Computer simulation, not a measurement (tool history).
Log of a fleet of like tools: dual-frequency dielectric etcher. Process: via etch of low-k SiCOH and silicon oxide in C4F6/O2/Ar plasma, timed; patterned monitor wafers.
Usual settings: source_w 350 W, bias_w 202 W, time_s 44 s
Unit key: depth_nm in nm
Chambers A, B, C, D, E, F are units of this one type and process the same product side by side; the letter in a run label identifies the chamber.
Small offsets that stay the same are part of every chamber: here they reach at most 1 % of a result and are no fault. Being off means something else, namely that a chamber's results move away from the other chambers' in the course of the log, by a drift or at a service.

run,hour,source_w,bias_w,time_s,"read-back reference wafer on the same gauge, depth_nm",depth_nm
1E,3,350,202,44,121.91,112.72
2A,7.6,350,202,44,122.04,112.77
3B,11.3,350,202,44,122.02,112.66
4F,15.2,350,202,44,121.91,112.7
5D,19.6,350,202,44,122.11,112.01
6C,23.9,350,202,44,122.06,111.91
7D,29.3,350,202,44,121.98,112.3
8F,32.4,350,202,44,121.94,112.65
# hour 37.3: chamber E: wet clean of the chamber
9B,37.6,350,202,44,122.07,113.1
10A,42.7,350,239,37.5,121.96,101.95
11C,45.5,350,239,37.5,121.93,100.86
12E,49.6,350,239,37.5,121.92,101.24
13A,54.3,350,239,37.5,121.91,102.01
14F,57,350,239,37.5,122.01,101.57
15C,59.9,350,239,37.5,121.9,100.99
16B,62.6,350,202,44,121.9,113.52
17D,67.8,350,202,44,121.96,112.09
18E,71.5,350,202,44,122.01,113.25
19A,75.4,350,202,44,122.07,112.74
20C,78.6,350,202,44,122.01,112.24
21B,82.1,350,202,44,121.97,113.19
# hour 84.8: chamber C: wet clean of the chamber
22F,85.1,350,202,44,121.95,112.7
# hour 86.6: chamber A: wet clean of the chamber
23E,89.6,350,183,50.5,122.01,125.17
24D,94.4,350,183,50.5,121.98,124.92
25F,98.6,350,183,50.5,121.97,125.53
26B,103.9,350,183,50.5,122,126.89
27D,106.9,350,183,50.5,122.07,125.15
28E,111.5,350,183,50.5,122,125.14
29C,115.2,350,202,44,122.13,111.09
30A,118.4,390,202,35,122.11,89.841
31A,122.2,390,202,35,121.94,90.475
32B,126.8,390,202,35,122.09,93.412
33C,130.1,390,202,35,122.14,92.503
34F,133.6,390,202,35,121.95,93.927
35E,138.4,390,202,35,121.97,93.605
36D,143.4,350,202,44,122.02,112.8
37A,148.8,350,202,44,122.02,108.71
# hour 151.4: chamber F: wet clean of the chamber
38B,153.1,350,233,44,121.95,118.02
39D,158.7,350,233,44,121.91,117.4
40E,163.9,350,233,44,122.05,118.08
41C,166.7,350,233,44,122.04,117.27
42F,170.4,350,233,44,121.95,118.3
43E,174.6,350,233,44,122.14,117.88

Does one chamber stand apart from the rest, does the shared gauge drift, or is all well apart from small per-chamber offsets? Give the chamber and the most likely cause, where there is one.

The work done on chamber A during a service left it standing apart from the others.
Most likely cause: etch rate under this chamber's usual, % = 3.6.

Which of the 4 candidates below, each the usual settings with something changed and its results left as question marks, puts chamber A back in line with what the other chambers give on the usual settings?
In-line tolerance around the mean of the other chambers on the usual settings: depth_nm 1.5 nm
44A-1,178.8,350,208,44,,?
44A-2,178.8,350,202,42.5,,?
44A-3,178.8,370,210,44,,?
44A-4,178.8,340,200,44,,?

Average result of the remaining chambers running the usual settings: depth_nm 112.5 nm
run,depth_nm
44A-1,109.81
44A-2,105.04
44A-3,112.54
44A-4,107.18
The right change is 44A-3: it brings the chamber back within the allowed miss of the others.
